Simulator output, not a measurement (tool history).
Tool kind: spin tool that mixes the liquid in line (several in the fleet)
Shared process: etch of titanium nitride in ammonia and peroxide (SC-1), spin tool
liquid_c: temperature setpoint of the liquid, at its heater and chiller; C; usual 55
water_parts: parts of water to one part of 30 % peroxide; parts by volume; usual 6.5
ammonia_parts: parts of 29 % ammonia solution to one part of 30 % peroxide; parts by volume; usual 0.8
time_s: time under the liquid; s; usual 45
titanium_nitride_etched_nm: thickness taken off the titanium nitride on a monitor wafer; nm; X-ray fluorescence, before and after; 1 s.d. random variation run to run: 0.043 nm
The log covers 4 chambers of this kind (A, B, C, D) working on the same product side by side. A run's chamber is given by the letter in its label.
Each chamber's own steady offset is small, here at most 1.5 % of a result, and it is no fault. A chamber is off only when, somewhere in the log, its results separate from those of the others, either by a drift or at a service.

run   hour  liquid_c  water_parts  ammonia_parts  time_s  hours since the thermometer was replaced  hours since the ammonia flow meter was replaced  hours since the heated supply line was repaired  hours since the drum of ammonia solution was connected  read-back film thickness of the titanium nitride reference wafer, read on the same gauge (nm)  titanium_nitride_etched_nm
 1C    8.4        55          6.5            0.8      45                                    1871.9                                              578                                           1507.7                                                   703.9                                                                                            120                      5.0071
      15.7  -- chamber C: ammonia flow meter replaced
 2B   15.8        55          6.5            0.8      45                                     204.2                                           1416.6                                           1460.1                                                   128.8                                                                                         120.01                      5.0348
        21  -- chamber A: new drum of ammonia solution connected
 3D   23.9        55          6.5            0.8      45                                    1144.1                                            503.1                                           2706.5                                                     568                                                                                         120.04                      4.9728
 4A   32.8        55          6.5            0.8      45                                    2765.9                                           1115.3                                            735.3                                                    11.9                                                                                            120                      4.9199
 5B   39.5        52          6.5              1      45                                     227.9                                           1440.3                                           1483.8                                                   152.5                                                                                         120.01                      4.1532
 6A   43.5        52          6.5              1      45                                    2776.6                                             1126                                              746                                                    22.6                                                                                            120                       4.101
      46.1  -- chamber D: ammonia flow meter replaced
 7D   48.9        52          6.5              1      45                                    1169.1                                              2.8                                           2731.5                                                     593                                                                                         120.01                      4.1702
 8C   55.7        52          6.5              1      45                                    1919.2                                             40.1                                             1555                                                   751.2                                                                                         120.01                      4.1894
 9C   61.6        55          6.5            0.8      45                                    1925.1                                               46                                           1560.9                                                   757.1                                                                                         119.99                      4.8653
10D   68.5        55          6.5            0.8      45                                    1188.7                                             22.4                                           2751.1                                                   612.6                                                                                         120.01                      4.8674
11A   73.6        55          6.5            0.8      45                                    2806.7                                           1156.1                                            776.1                                                    52.7                                                                                         119.98                      4.8921
12B   77.5        55          6.5            0.8      45                                     265.9                                           1478.3                                           1521.8                                                   190.5                                                                                         120.01                      4.9366
13D   81.9        55          6.5            0.8      45                                    1202.1                                             35.8                                           2764.5                                                     626                                                                                            120                      4.9448
14C   89.2        55          6.5            0.8      45                                    1952.7                                             73.6                                           1588.5                                                   784.7                                                                                         120.01                      4.9516
15B   95.3        55          6.5            0.8      45                                     283.7                                           1496.1                                           1539.6                                                   208.3                                                                                            120                      4.9308
16A   99.6        55            9           0.95      45                                    2832.7                                           1182.1                                            802.1                                                    78.7                                                                                         120.01                      4.2651
17B  105.4        55            9           0.95      45                                     293.8                                           1506.2                                           1549.7                                                   218.4                                                                                         120.01                      4.3318
18C  112.9        55            9           0.95      45                                    1976.4                                             97.3                                           1612.2                                                   808.4                                                                                            120                      4.4193
19A  117.3        55            9           0.95      45                                    2850.4                                           1199.8                                            819.8                                                    96.4                                                                                         119.96                      4.3618
20D  125.1        55          6.5            0.8      45                                    1245.3                                               79                                           2807.7                                                   669.2                                                                                         119.99                      4.9547
21B  131.3        55            9           0.95      45                                     319.7                                           1532.1                                           1575.6                                                   244.3                                                                                         119.99                      4.3053
22C  139.6        55            9           0.95      45                                    2003.1                                              124                                           1638.9                                                   835.1                                                                                         120.01                      4.3722
     143.2  -- chamber B: heated supply line repaired
23D  143.8        55            9           0.95      45                                      1264                                             97.7                                           2826.4                                                   687.9                                                                                         119.98                      4.2312
24A  150.7        55            9           0.95      45                                    2883.8                                           1233.2                                            853.2                                                   129.8                                                                                         120.02                      4.2775
25C  158.5        55          6.5            0.8      45                                      2022                                            142.9                                           1657.8                                                     854                                                                                            120                      4.9547
26D  166.6        55            5              1      45                                    1286.8                                            120.5                                           2849.2                                                   710.7                                                                                         120.01                      5.7199
27A  173.3        55            5              1      45                                    2906.4                                           1255.8                                            875.8                                                   152.4                                                                                         120.01                       5.715
     173.4  -- chamber C: thermometer replaced
28B  179.8        55            5              1      45                                     368.2                                           1580.6                                             36.6                                                   292.8                                                                                         120.01                      5.6491
29A  187.3        55            5              1      45                                    2920.4                                           1269.8                                            889.8                                                   166.4                                                                                         120.03                      5.6853
30C    193        55          6.5            0.8      45                                      19.6                                            177.4                                           1692.3                                                   888.5                                                                                            120                      4.8915
31B  198.7        55          6.5            0.8      45                                     387.1                                           1599.5                                             55.5                                                   311.7                                                                                         119.98                      4.9869
32D  205.9        55          6.5            0.6      45                                    1326.1                                            159.8                                           2888.5                                                     750                                                                                         120.01                      4.7098
33C  212.6        55          6.5            0.6      45                                      39.2                                              197                                           1711.9                                                   908.1                                                                                         120.01                      4.7209
34D  219.5        55          6.5            0.6      45                                    1339.7                                            173.4                                           2902.1                                                   763.6                                                                                            120                      4.6529
35B  225.6        55          6.5            0.6      45                                       414                                           1626.4                                             82.4                                                   338.6                                                                                         119.98                      4.7364
36A  230.3        55          6.5            0.8      45                                    2963.4                                           1312.8                                            932.8                                                   209.4                                                                                            120                      4.8051
37C  234.4        55          6.5            0.8      45                                        61                                            218.8                                           1733.7                                                   929.9                                                                                         120.01                      4.9016
38D  242.7        55          6.5            0.8      45                                    1362.9                                            196.6                                           2925.3                                                   786.8                                                                                            120                      4.9345
39A  249.6        55          6.5            0.8      45                                    2982.7                                           1332.1                                            952.1                                                   228.7                                                                                         120.02                      4.8452
40B  258.4        55          6.5            0.8      45                                     446.8                                           1659.2                                            115.2                                                   371.4                                                                                         120.01                       4.923
41C  267.3        55          6.5            0.8      45                                      93.9                                            251.7                                           1766.6                                                   962.8                                                                                         119.98                       4.962
42D  273.8        55          6.5            0.5      45                                      1394                                            227.7                                           2956.4                                                   817.9                                                                                         120.01                      4.5353

Does one chamber stand apart from the rest, does the shared gauge drift, or is all well apart from small per-chamber offsets? Give the chamber and the most likely cause, where there is one.

Beyond each chamber's small constant offset nothing stands out, and the gauge stays steady.
